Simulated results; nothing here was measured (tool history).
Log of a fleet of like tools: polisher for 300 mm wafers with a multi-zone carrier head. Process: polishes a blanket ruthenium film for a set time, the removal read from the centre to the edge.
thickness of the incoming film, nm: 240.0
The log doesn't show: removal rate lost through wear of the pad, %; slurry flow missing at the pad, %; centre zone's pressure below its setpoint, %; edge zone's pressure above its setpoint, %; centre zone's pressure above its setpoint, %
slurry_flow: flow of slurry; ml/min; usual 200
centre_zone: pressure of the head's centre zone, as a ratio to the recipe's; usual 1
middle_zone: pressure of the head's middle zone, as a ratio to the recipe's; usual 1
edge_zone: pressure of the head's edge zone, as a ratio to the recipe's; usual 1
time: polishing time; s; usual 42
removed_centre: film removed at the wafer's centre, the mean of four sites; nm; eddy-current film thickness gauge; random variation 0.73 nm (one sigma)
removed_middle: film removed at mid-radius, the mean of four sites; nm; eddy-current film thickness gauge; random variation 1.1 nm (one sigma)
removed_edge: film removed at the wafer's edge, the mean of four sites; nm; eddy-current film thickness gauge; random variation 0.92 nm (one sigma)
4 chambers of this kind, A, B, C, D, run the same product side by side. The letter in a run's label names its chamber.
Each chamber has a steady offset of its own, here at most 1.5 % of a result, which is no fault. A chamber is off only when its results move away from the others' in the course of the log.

run	hour	slurry_flow	centre_zone	middle_zone	edge_zone	time	wafers polished on this pad	hours since the slurry nozzle was cleaned	hours since the centre zone pressure was calibrated	hours since the edge zone pressure was calibrated	removed_centre	removed_middle	removed_edge
1C	12.8	200	1	1	1	42	579	402.6	652.9	411.9	81.562	82.302	82.265
2D	19.3	200	1	1	1	42	473	253.5	923	71	82.37	83.598	85.492
# hour 21: chamber A: slurry nozzle cleaned
3A	28.7	200	1	1	1	42	865	7.7	226	889.4	82.027	82.391	80.779
4B	37.7	200	1	1	1	42	628	528.1	762.2	227.8	83.098	82.375	82.442
# hour 43.2: chamber A: worn pad replaced by a new one
5A	48.9	200	1	1	1	42	80	27.9	246.2	909.6	81.948	82.458	82.495
# hour 56.2: chamber C: worn pad replaced by a new one
6B	60.1	200	1	1	1	42	939	550.5	784.6	250.2	83.098	83.81	82.906
# hour 64.6: chamber C: centre zone pressure recalibrated
7D	68.8	200	1	0.93	1	42	1161	303	972.5	120.5	84.082	76.998	82.78
# hour 73.4: chamber D: centre zone pressure recalibrated
# hour 74.9: chamber D: worn pad replaced by a new one
8C	77.4	200	1	0.93	1	42	294	467.2	12.9	476.5	82.741	75.686	80.403
9B	88.7	200	1	0.93	1	42	1336	579.1	813.2	278.8	83.543	75.534	83.751
10A	94.9	200	1	0.93	1	42	718	73.9	292.2	955.6	81.965	77.119	83.244
# hour 95.3: chamber B: worn pad replaced by a new one
11C	102.2	200	1	1	1	42	638	492	37.7	501.3	81.444	81.16	82.607
# hour 108.1: chamber C: edge zone pressure recalibrated
12D	108.3	200	1	1	1	42	464	342.5	34.9	160	82.613	81.876	83.91
13C	119.2	235	1	1	1	42	875	509	54.7	11.2	84.999	85.152	85.827
# hour 126.8: chamber C: worn pad replaced by a new one
14B	129	235	1	1	1	42	468	619.4	853.5	319.1	83.667	81.708	84.139
# hour 134.3: chamber A: worn pad replaced by a new one
15D	136.4	235	1	1	1	42	854	370.6	63	188.1	85.512	82.044	85.798
16A	146	235	1	1	1	42	162	125	343.3	1006.7	84.622	84.502	84.768
# hour 151.1: chamber D: worn pad replaced by a new one
17D	151.8	200	1	1	1	42	10	386	78.4	203.5	81.677	80.201	84.263
18B	160	200	1	1	1	42	899	650.4	884.5	350.1	83.714	80.035	81.666
# hour 161.4: chamber B: slurry nozzle cleaned
# hour 169: chamber B: centre zone pressure recalibrated
19C	171.7	200	1	1	1	42	624	561.5	107.2	63.7	80.71	81.284	83.138
# hour 175.5: chamber B: worn pad replaced by a new one
20A	184	200	1	1	1	42	690	163	381.3	1044.7	82.256	82.478	82.728
21B	190.4	200	1	1	0.89	42	207	29	21.5	380.5	79.002	83.316	77.987
22C	200.3	200	1	1	0.89	42	1021	590.1	135.8	92.3	83.35	80.455	78.59
23D	212.1	200	1	1	0.89	42	848	446.3	138.7	263.8	83.389	82.542	78.638
# hour 217.6: chamber C: worn pad replaced by a new one
# hour 220.9: chamber A: worn pad replaced by a new one
# hour 222.1: chamber A: edge zone pressure recalibrated
24A	223.3	200	1	1	0.89	42	33	202.3	420.6	1.2	82.912	82.665	78.302
# hour 223.7: chamber D: worn pad replaced by a new one
25D	232.2	200	1	1	1	42	119	466.4	158.8	283.9	82.624	82.723	84.295
26C	242.4	200	1	1	1	42	345	632.2	177.9	134.4	81.879	84.766	80.317
# hour 245.6: chamber C: slurry nozzle cleaned
27B	249.6	230	0.91	1	1	42	1029	88.2	80.7	439.7	73.132	83.181	82.762
28A	257.9	230	0.91	1	1	42	513	236.9	455.2	35.8	74.773	84.335	84.686
# hour 263.7: chamber A: centre zone pressure recalibrated
29A	270.3	230	0.91	1	1	42	686	249.3	6.7	48.2	76.21	86.844	82.798
# hour 271.8: chamber B: worn pad replaced by a new one
30C	283	230	0.91	1	1	42	909	37.4	218.5	175	76.086	84.396	83.54
31D	293.6	200	1	1	1	42	971	527.8	220.2	345.3	84.817	81.081	84.03
# hour 293.9: chamber A: worn pad replaced by a new one
# hour 298.2: chamber C: worn pad replaced by a new one
32B	300.2	200	1	1	1	42	395	138.8	131.3	490.3	78.174	83.344	82.038
# hour 307.5: chamber D: worn pad replaced by a new one
33D	308.9	200	1	1	1	42	19	543.1	235.5	360.6	83.063	82.476	85.021
34C	320.5	200	1	1	1	42	309	74.9	256	212.5	82.731	81.055	82.387
35A	328.7	200	1	1	1	42	484	307.7	65.1	106.6	83.66	83.803	81.671
36B	340.5	145	1	0.91	1	42	955	179.1	171.6	530.6	72.926	71.54	79.415
37A	346.4	145	1	0.91	1	42	730	325.4	82.8	124.3	78.263	72.318	79.646
# hour 350.6: chamber B: worn pad replaced by a new one
38C	357.5	145	1	0.91	1	42	823	111.9	293	249.5	75.18	71.777	79.792
39D	364.7	145	1	0.91	1	42	794	598.9	291.3	416.4	78.72	71.095	81.81
# hour 371.4: chamber A: worn pad replaced by a new one
40B	373.9	200	1	1	1	42	323	212.5	205	564	77.875	80.53	83.114
# hour 383.2: chamber D: worn pad replaced by a new one
41C	383.6	200	1	1	1	42	1186	138	319.1	275.6	81.643	81.484	84.619
42A	393.4	200	1	1	1	42	306	372.4	129.8	171.3	81.748	83.825	83.495
43D	401.1	200	1	1	1	42	249	635.3	327.7	452.8	83.671	82.821	83.992
44B	409.9	200	1	1	1	42	823	248.5	241	600	78.282	82.531	82.109

All 4 chambers run these settings next. Forecast each chamber's results:
45A	419.4	200	1	1	1	42					?	?	?
45B	419.4	200	1	1	1	42					?	?	?
45C	419.4	200	1	1	1	42					?	?	?
45D	419.4	200	1	1	1	42					?	?	?

run	removed_centre	removed_middle	removed_edge
45A	82.408	84.351	83.308
45B	78.526	82.739	81.405
45C	81.856	83.348	82.119
45D	82.84	81.861	84.928

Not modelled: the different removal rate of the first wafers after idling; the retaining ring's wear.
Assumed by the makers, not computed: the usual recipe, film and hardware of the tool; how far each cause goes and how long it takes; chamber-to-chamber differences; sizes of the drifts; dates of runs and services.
